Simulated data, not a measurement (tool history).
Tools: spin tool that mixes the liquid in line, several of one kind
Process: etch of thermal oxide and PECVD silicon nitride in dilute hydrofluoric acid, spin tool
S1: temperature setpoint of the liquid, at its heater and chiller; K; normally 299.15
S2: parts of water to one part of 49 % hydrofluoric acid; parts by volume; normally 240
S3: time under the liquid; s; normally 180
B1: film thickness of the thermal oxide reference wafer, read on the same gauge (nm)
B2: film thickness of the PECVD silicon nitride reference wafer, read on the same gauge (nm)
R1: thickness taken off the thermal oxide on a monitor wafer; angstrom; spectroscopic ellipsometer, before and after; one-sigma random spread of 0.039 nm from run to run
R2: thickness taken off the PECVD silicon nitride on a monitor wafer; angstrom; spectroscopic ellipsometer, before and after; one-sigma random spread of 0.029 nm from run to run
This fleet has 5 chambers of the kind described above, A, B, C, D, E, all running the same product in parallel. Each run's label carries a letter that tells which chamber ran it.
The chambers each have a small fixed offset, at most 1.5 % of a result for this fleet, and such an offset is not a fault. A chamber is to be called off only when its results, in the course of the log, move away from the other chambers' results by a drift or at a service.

{"run": "1B", "day": 0.475, "S1": 299.15, "S2": 240, "S3": 180, "B1": 69.988, "B2": 110, "R1": 32.31, "R2": 22.501}
{"day": 0.521, "done": "chamber B: hydrofluoric acid flow meter replaced"}
{"run": "2D", "day": 1.075, "S1": 299.15, "S2": 240, "S3": 180, "B1": 69.975, "B2": 109.98, "R1": 32.927, "R2": 22.696}
{"run": "3E", "day": 1.679, "S1": 299.15, "S2": 240, "S3": 180, "B1": 70.006, "B2": 109.99, "R1": 32.18, "R2": 22.542}
{"run": "4C", "day": 2.058, "S1": 299.15, "S2": 240, "S3": 180, "B1": 69.966, "B2": 110.01, "R1": 32.493, "R2": 23.245}
{"run": "5A", "day": 2.429, "S1": 299.15, "S2": 240, "S3": 180, "B1": 69.98, "B2": 109.98, "R1": 32.569, "R2": 23.58}
{"run": "6A", "day": 2.929, "S1": 299.15, "S2": 240, "S3": 180, "B1": 70.002, "B2": 110.01, "R1": 33.206, "R2": 22.27}
{"run": "7C", "day": 3.312, "S1": 299.15, "S2": 240, "S3": 180, "B1": 69.986, "B2": 110, "R1": 32.291, "R2": 23.25}
{"run": "8D", "day": 3.817, "S1": 299.15, "S2": 240, "S3": 180, "B1": 69.963, "B2": 110, "R1": 32.955, "R2": 23.249}
{"day": 4.125, "done": "chamber B: thermometer replaced"}
{"run": "9B", "day": 4.167, "S1": 299.15, "S2": 240, "S3": 180, "B1": 70.008, "B2": 110.01, "R1": 32.929, "R2": 23.106}
{"day": 4.446, "done": "chamber C: hydrofluoric acid flow meter replaced"}
{"run": "10E", "day": 4.704, "S1": 299.15, "S2": 240, "S3": 180, "B1": 70.022, "B2": 109.99, "R1": 31.903, "R2": 22.265}
{"day": 4.746, "done": "chamber E: thermometer replaced"}
{"run": "11A", "day": 5.083, "S1": 299.15, "S2": 240, "S3": 180, "B1": 69.967, "B2": 110.01, "R1": 33.145, "R2": 23.229}
{"run": "12E", "day": 5.708, "S1": 299.15, "S2": 155, "S3": 130, "B1": 69.963, "B2": 109.98, "R1": 40.119, "R2": 25.269}
{"run": "13D", "day": 6.367, "S1": 299.15, "S2": 155, "S3": 130, "B1": 69.982, "B2": 110.01, "R1": 38.564, "R2": 25.455}
{"run": "14C", "day": 6.988, "S1": 299.15, "S2": 155, "S3": 130, "B1": 70, "B2": 109.96, "R1": 39.751, "R2": 25.746}
{"run": "15B", "day": 7.383, "S1": 299.15, "S2": 155, "S3": 130, "B1": 69.994, "B2": 110, "R1": 39.497, "R2": 25.339}
{"run": "16E", "day": 7.704, "S1": 299.15, "S2": 155, "S3": 130, "B1": 70.041, "B2": 110, "R1": 39.529, "R2": 25.466}
{"run": "17D", "day": 8.038, "S1": 299.15, "S2": 240, "S3": 180, "B1": 70.032, "B2": 110, "R1": 32.187, "R2": 22.938}
{"run": "18B", "day": 8.692, "S1": 299.15, "S2": 185, "S3": 180, "B1": 70.038, "B2": 109.98, "R1": 44.977, "R2": 29.192}
{"run": "19A", "day": 9.271, "S1": 299.15, "S2": 185, "S3": 180, "B1": 69.98, "B2": 110.02, "R1": 46.207, "R2": 29.637}
{"run": "20C", "day": 9.596, "S1": 299.15, "S2": 185, "S3": 180, "B1": 70.003, "B2": 109.99, "R1": 45.897, "R2": 29.7}
{"run": "21C", "day": 10.171, "S1": 299.15, "S2": 185, "S3": 180, "B1": 69.986, "B2": 110, "R1": 44.36, "R2": 29.874}
{"run": "22B", "day": 10.767, "S1": 299.15, "S2": 185, "S3": 180, "B1": 70.016, "B2": 110.02, "R1": 44.776, "R2": 28.791}
{"run": "23E", "day": 11.308, "S1": 299.15, "S2": 240, "S3": 180, "B1": 69.987, "B2": 110.01, "R1": 30.583, "R2": 21.552}
{"run": "24A", "day": 11.646, "S1": 299.15, "S2": 240, "S3": 180, "B1": 70.007, "B2": 110.02, "R1": 32.729, "R2": 23.231}
{"run": "25D", "day": 12.225, "S1": 299.15, "S2": 315, "S3": 90, "B1": 69.978, "B2": 110, "R1": 11.157, "R2": 8.6019}
{"run": "26A", "day": 12.583, "S1": 299.15, "S2": 315, "S3": 90, "B1": 69.966, "B2": 110, "R1": 11.456, "R2": 8.6375}
{"run": "27B", "day": 12.908, "S1": 299.15, "S2": 315, "S3": 90, "B1": 69.952, "B2": 110.02, "R1": 11.665, "R2": 8.8507}
{"run": "28E", "day": 13.35, "S1": 299.15, "S2": 315, "S3": 90, "B1": 69.985, "B2": 109.95, "R1": 10.359, "R2": 7.9906}
{"run": "29D", "day": 13.846, "S1": 299.15, "S2": 315, "S3": 90, "B1": 69.987, "B2": 110.03, "R1": 11.326, "R2": 8.6928}
{"run": "30C", "day": 14.358, "S1": 299.15, "S2": 240, "S3": 105, "B1": 70.034, "B2": 109.99, "R1": 19.267, "R2": 13.431}
{"run": "31E", "day": 14.683, "S1": 299.15, "S2": 240, "S3": 105, "B1": 69.963, "B2": 109.97, "R1": 17.218, "R2": 12.066}
{"run": "32C", "day": 15.058, "S1": 299.15, "S2": 240, "S3": 105, "B1": 69.991, "B2": 110, "R1": 18.778, "R2": 13.336}
{"run": "33A", "day": 15.65, "S1": 299.15, "S2": 240, "S3": 105, "B1": 70.014, "B2": 110.03, "R1": 19.09, "R2": 13.357}
{"run": "34D", "day": 16.112, "S1": 299.15, "S2": 240, "S3": 105, "B1": 69.989, "B2": 109.99, "R1": 18.964, "R2": 13.454}
{"run": "35B", "day": 16.583, "S1": 299.15, "S2": 240, "S3": 180, "B1": 69.997, "B2": 110, "R1": 32.812, "R2": 22.878}
{"day": 16.8, "done": "chamber D: hydrofluoric acid flow meter replaced"}
{"run": "36E", "day": 17.233, "S1": 296.65, "S2": 240, "S3": 80, "B1": 69.98, "B2": 109.99, "R1": 11.618, "R2": 7.8571}
{"run": "37A", "day": 17.775, "S1": 296.65, "S2": 240, "S3": 80, "B1": 69.993, "B2": 110.01, "R1": 13.275, "R2": 8.6674}
{"run": "38C", "day": 18.379, "S1": 296.65, "S2": 240, "S3": 80, "B1": 70.015, "B2": 110, "R1": 12.942, "R2": 8.7644}
{"run": "39B", "day": 18.712, "S1": 296.65, "S2": 240, "S3": 80, "B1": 69.976, "B2": 110.02, "R1": 13.224, "R2": 8.6387}
{"run": "40D", "day": 19.083, "S1": 296.65, "S2": 240, "S3": 80, "B1": 70.011, "B2": 110, "R1": 12.939, "R2": 8.5256}

Has any chamber moved away from the others, gradually or after a service, or does the common gauge drift, or do the chambers differ only by their own small steady offsets? State the chamber and the most likely cause if one applies.

Chamber E drifts away from the others.
Likeliest cause: hydrofluoric acid flow below the setpoint (%) = 11.4.

Here are 4 candidates for chamber E's next run, each the usual settings with a change, their results left as question marks. Which one brings its results back in line with what the others give on the usual settings?
Counts as in line when no further than this from what the other chambers average on the usual settings: R1 1.4 angstrom; R2 1 angstrom
{"run": "41E-1", "day": 19.567, "S1": 299.15, "S2": 260, "S3": 170, "R1": "?", "R2": "?"}
{"run": "41E-2", "day": 19.567, "S1": 299.15, "S2": 235, "S3": 185, "R1": "?", "R2": "?"}
{"run": "41E-3", "day": 19.567, "S1": 299.15, "S2": 245, "S3": 175, "R1": "?", "R2": "?"}
{"run": "41E-4", "day": 19.567, "S1": 299.15, "S2": 220, "S3": 190, "R1": "?", "R2": "?"}

The other chambers' mean on the usual settings: R1 32.534 angstrom; R2 22.823 angstrom
run=41E-1 R1=23.535 R2=17.323
run=41E-2 R1=29.229 R2=20.891
run=41E-3 R1=26.19 R2=18.943
run=41E-4 R1=32.687 R2=22.945
41E-4 brings the chamber back in line.

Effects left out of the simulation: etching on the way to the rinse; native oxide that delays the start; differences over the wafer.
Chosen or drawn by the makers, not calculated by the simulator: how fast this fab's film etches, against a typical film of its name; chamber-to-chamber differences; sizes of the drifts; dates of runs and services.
